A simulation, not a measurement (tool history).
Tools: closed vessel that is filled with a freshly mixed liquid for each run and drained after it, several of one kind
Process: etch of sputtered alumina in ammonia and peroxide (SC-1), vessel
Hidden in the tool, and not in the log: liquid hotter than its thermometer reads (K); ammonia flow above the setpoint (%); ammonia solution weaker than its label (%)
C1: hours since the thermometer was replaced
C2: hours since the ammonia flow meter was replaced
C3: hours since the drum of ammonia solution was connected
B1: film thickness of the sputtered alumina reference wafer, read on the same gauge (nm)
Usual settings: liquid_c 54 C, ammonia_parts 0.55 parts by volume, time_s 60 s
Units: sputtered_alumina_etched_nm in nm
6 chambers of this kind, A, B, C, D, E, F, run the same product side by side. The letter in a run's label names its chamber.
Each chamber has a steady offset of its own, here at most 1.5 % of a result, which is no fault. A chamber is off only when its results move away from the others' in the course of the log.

{"run": "1F", "hour": 6.0, "liquid_c": 54, "ammonia_parts": 0.55, "time_s": 60, "C1": 2239.9, "C2": 1223, "C3": 61.1, "B1": 89.99, "sputtered_alumina_etched_nm": 4.427}
{"run": "2A", "hour": 13.6, "liquid_c": 54, "ammonia_parts": 0.55, "time_s": 60, "C1": 2179.3, "C2": 1592.5, "C3": 85.4, "B1": 89.99, "sputtered_alumina_etched_nm": 4.3162}
{"run": "3C", "hour": 17.4, "liquid_c": 54, "ammonia_parts": 0.55, "time_s": 60, "C1": 982, "C2": 309.1, "C3": 185.7, "B1": 89.984, "sputtered_alumina_etched_nm": 4.2969}
{"run": "4D", "hour": 21.6, "liquid_c": 54, "ammonia_parts": 0.55, "time_s": 60, "C1": 206.4, "C2": 333.7, "C3": 354.9, "B1": 90.012, "sputtered_alumina_etched_nm": 4.3471}
{"run": "5E", "hour": 27.7, "liquid_c": 54, "ammonia_parts": 0.55, "time_s": 60, "C1": 752.8, "C2": 1191, "C3": 101.7, "B1": 89.987, "sputtered_alumina_etched_nm": 4.3676}
{"run": "6B", "hour": 33.2, "liquid_c": 62, "ammonia_parts": 0.55, "time_s": 60, "C1": 171, "C2": 220.3, "C3": 668.8, "B1": 90.008, "sputtered_alumina_etched_nm": 6.6389}
{"hour": 34.1, "done": "chamber F: ammonia flow meter replaced"}
{"run": "7B", "hour": 40.4, "liquid_c": 62, "ammonia_parts": 0.55, "time_s": 60, "C1": 178.2, "C2": 227.5, "C3": 676, "B1": 90, "sputtered_alumina_etched_nm": 6.6412}
{"hour": 41.7, "done": "chamber C: thermometer replaced"}
{"run": "8C", "hour": 44.2, "liquid_c": 62, "ammonia_parts": 0.55, "time_s": 60, "C1": 2.5, "C2": 335.9, "C3": 212.5, "B1": 89.995, "sputtered_alumina_etched_nm": 6.5127}
{"hour": 46.6, "done": "chamber B: new drum of ammonia solution connected"}
{"run": "9D", "hour": 48.5, "liquid_c": 62, "ammonia_parts": 0.55, "time_s": 60, "C1": 233.3, "C2": 360.6, "C3": 381.8, "B1": 89.996, "sputtered_alumina_etched_nm": 6.5233}
{"run": "10F", "hour": 53.6, "liquid_c": 62, "ammonia_parts": 0.55, "time_s": 60, "C1": 2287.5, "C2": 19.5, "C3": 108.7, "B1": 89.975, "sputtered_alumina_etched_nm": 6.5981}
{"run": "11E", "hour": 58.3, "liquid_c": 62, "ammonia_parts": 0.55, "time_s": 60, "C1": 783.4, "C2": 1221.6, "C3": 132.3, "B1": 89.997, "sputtered_alumina_etched_nm": 6.6788}
{"hour": 59.6, "done": "chamber C: new drum of ammonia solution connected"}
{"run": "12A", "hour": 63.5, "liquid_c": 50.5, "ammonia_parts": 0.55, "time_s": 90, "C1": 2229.2, "C2": 1642.4, "C3": 135.3, "B1": 89.977, "sputtered_alumina_etched_nm": 5.3394}
{"run": "13B", "hour": 71.2, "liquid_c": 50.5, "ammonia_parts": 0.55, "time_s": 90, "C1": 209, "C2": 258.3, "C3": 24.7, "B1": 89.996, "sputtered_alumina_etched_nm": 5.3693}
{"run": "14E", "hour": 77.5, "liquid_c": 50.5, "ammonia_parts": 0.55, "time_s": 90, "C1": 802.6, "C2": 1240.8, "C3": 151.5, "B1": 89.98, "sputtered_alumina_etched_nm": 5.451}
{"run": "15A", "hour": 83.1, "liquid_c": 50.5, "ammonia_parts": 0.55, "time_s": 90, "C1": 2248.8, "C2": 1662, "C3": 154.9, "B1": 90.001, "sputtered_alumina_etched_nm": 5.46}
{"run": "16C", "hour": 91.3, "liquid_c": 50.5, "ammonia_parts": 0.55, "time_s": 90, "C1": 49.6, "C2": 383, "C3": 31.7, "B1": 89.983, "sputtered_alumina_etched_nm": 5.3905}
{"run": "17D", "hour": 98.4, "liquid_c": 50.5, "ammonia_parts": 0.55, "time_s": 90, "C1": 283.2, "C2": 410.5, "C3": 431.7, "B1": 90.013, "sputtered_alumina_etched_nm": 5.5508}
{"run": "18F", "hour": 104.7, "liquid_c": 54, "ammonia_parts": 0.55, "time_s": 60, "C1": 2338.6, "C2": 70.6, "C3": 159.8, "B1": 90.017, "sputtered_alumina_etched_nm": 4.4422}
{"run": "19D", "hour": 111.1, "liquid_c": 54, "ammonia_parts": 0.55, "time_s": 60, "C1": 295.9, "C2": 423.2, "C3": 444.4, "B1": 89.997, "sputtered_alumina_etched_nm": 4.426}
{"run": "20F", "hour": 116.9, "liquid_c": 54, "ammonia_parts": 0.55, "time_s": 60, "C1": 2350.8, "C2": 82.8, "C3": 172, "B1": 90.011, "sputtered_alumina_etched_nm": 4.4347}
{"run": "21B", "hour": 124.8, "liquid_c": 54, "ammonia_parts": 0.55, "time_s": 75, "C1": 262.6, "C2": 311.9, "C3": 78.3, "B1": 90.007, "sputtered_alumina_etched_nm": 5.496}
{"run": "22C", "hour": 128.8, "liquid_c": 54, "ammonia_parts": 0.55, "time_s": 75, "C1": 87.1, "C2": 420.5, "C3": 69.2, "B1": 90.013, "sputtered_alumina_etched_nm": 5.4293}
{"run": "23E", "hour": 136.7, "liquid_c": 54, "ammonia_parts": 0.55, "time_s": 75, "C1": 861.8, "C2": 1300, "C3": 210.7, "B1": 89.997, "sputtered_alumina_etched_nm": 5.5323}
{"run": "24A", "hour": 142.8, "liquid_c": 54, "ammonia_parts": 0.55, "time_s": 75, "C1": 2308.5, "C2": 1721.7, "C3": 214.6, "B1": 89.993, "sputtered_alumina_etched_nm": 5.4823}
{"run": "25A", "hour": 149.2, "liquid_c": 54, "ammonia_parts": 0.55, "time_s": 75, "C1": 2314.9, "C2": 1728.1, "C3": 221, "B1": 90.015, "sputtered_alumina_etched_nm": 5.3338}
{"run": "26C", "hour": 156.8, "liquid_c": 54, "ammonia_parts": 0.55, "time_s": 75, "C1": 115.1, "C2": 448.5, "C3": 97.2, "B1": 89.993, "sputtered_alumina_etched_nm": 5.5122}
{"run": "27B", "hour": 160.7, "liquid_c": 49.5, "ammonia_parts": 0.55, "time_s": 60, "C1": 298.5, "C2": 347.8, "C3": 114.2, "B1": 90.008, "sputtered_alumina_etched_nm": 3.4731}
{"run": "28D", "hour": 164.8, "liquid_c": 49.5, "ammonia_parts": 0.55, "time_s": 60, "C1": 349.6, "C2": 476.9, "C3": 498.1, "B1": 89.985, "sputtered_alumina_etched_nm": 3.706}
{"run": "29F", "hour": 171.3, "liquid_c": 49.5, "ammonia_parts": 0.55, "time_s": 60, "C1": 2405.2, "C2": 137.2, "C3": 226.4, "B1": 90.006, "sputtered_alumina_etched_nm": 3.4162}
{"run": "30E", "hour": 177.9, "liquid_c": 49.5, "ammonia_parts": 0.55, "time_s": 60, "C1": 903, "C2": 1341.2, "C3": 251.9, "B1": 90.013, "sputtered_alumina_etched_nm": 3.4131}
{"run": "31A", "hour": 185.0, "liquid_c": 49.5, "ammonia_parts": 0.55, "time_s": 60, "C1": 2350.7, "C2": 1763.9, "C3": 256.8, "B1": 90.013, "sputtered_alumina_etched_nm": 3.335}
{"run": "32B", "hour": 190.5, "liquid_c": 49.5, "ammonia_parts": 0.55, "time_s": 60, "C1": 328.3, "C2": 377.6, "C3": 144, "B1": 89.999, "sputtered_alumina_etched_nm": 3.4669}
{"run": "33E", "hour": 194.4, "liquid_c": 54, "ammonia_parts": 0.55, "time_s": 60, "C1": 919.5, "C2": 1357.7, "C3": 268.4, "B1": 89.991, "sputtered_alumina_etched_nm": 4.3562}
{"run": "34D", "hour": 199.6, "liquid_c": 54, "ammonia_parts": 0.55, "time_s": 60, "C1": 384.4, "C2": 511.7, "C3": 532.9, "B1": 90.007, "sputtered_alumina_etched_nm": 4.7589}
{"run": "35F", "hour": 206.7, "liquid_c": 54, "ammonia_parts": 0.55, "time_s": 60, "C1": 2440.6, "C2": 172.6, "C3": 261.8, "B1": 90.009, "sputtered_alumina_etched_nm": 4.3055}
{"run": "36C", "hour": 210.6, "liquid_c": 54, "ammonia_parts": 0.55, "time_s": 60, "C1": 168.9, "C2": 502.3, "C3": 151, "B1": 89.986, "sputtered_alumina_etched_nm": 4.3425}
{"run": "37D", "hour": 216.2, "liquid_c": 48, "ammonia_parts": 0.55, "time_s": 60, "C1": 401, "C2": 528.3, "C3": 549.5, "B1": 90.005, "sputtered_alumina_etched_nm": 3.4685}
{"run": "38C", "hour": 224.4, "liquid_c": 48, "ammonia_parts": 0.55, "time_s": 60, "C1": 182.7, "C2": 516.1, "C3": 164.8, "B1": 89.991, "sputtered_alumina_etched_nm": 3.0974}
{"run": "39F", "hour": 229.2, "liquid_c": 48, "ammonia_parts": 0.55, "time_s": 60, "C1": 2463.1, "C2": 195.1, "C3": 284.3, "B1": 90.007, "sputtered_alumina_etched_nm": 3.1572}
{"run": "40E", "hour": 236.8, "liquid_c": 48, "ammonia_parts": 0.55, "time_s": 60, "C1": 961.9, "C2": 1400.1, "C3": 310.8, "B1": 90.023, "sputtered_alumina_etched_nm": 3.1757}

Is one chamber off against the others, does the gauge drift, or is nothing wrong? If a chamber is off, say which, and what the likeliest cause is.

Chamber D drifts away from the others.
Cause: liquid hotter than its thermometer reads (K) = 2.04.

Here are 4 candidates for chamber D's next run, each the usual settings with a change, their results left as question marks. Which one brings its results back in line with what the others give on the usual settings?
In line means no further than this from the other chambers' mean on the usual settings: sputtered_alumina_etched_nm 0.15 nm
{"run": "41D-1", "hour": 242.8, "liquid_c": 52.5, "ammonia_parts": 0.55, "time_s": 55, "sputtered_alumina_etched_nm": "?"}
{"run": "41D-2", "hour": 242.8, "liquid_c": 54.5, "ammonia_parts": 0.55, "time_s": 65, "sputtered_alumina_etched_nm": "?"}
{"run": "41D-3", "hour": 242.8, "liquid_c": 55.5, "ammonia_parts": 0.55, "time_s": 65, "sputtered_alumina_etched_nm": "?"}
{"run": "41D-4", "hour": 242.8, "liquid_c": 54, "ammonia_parts": 0.2, "time_s": 60, "sputtered_alumina_etched_nm": "?"}

The other chambers' mean on the usual settings: sputtered_alumina_etched_nm 4.3731 nm
run=41D-1 sputtered_alumina_etched_nm=4.0914
run=41D-2 sputtered_alumina_etched_nm=5.3665
run=41D-3 sputtered_alumina_etched_nm=5.6491
run=41D-4 sputtered_alumina_etched_nm=4.388
41D-4 brings the chamber back in line.
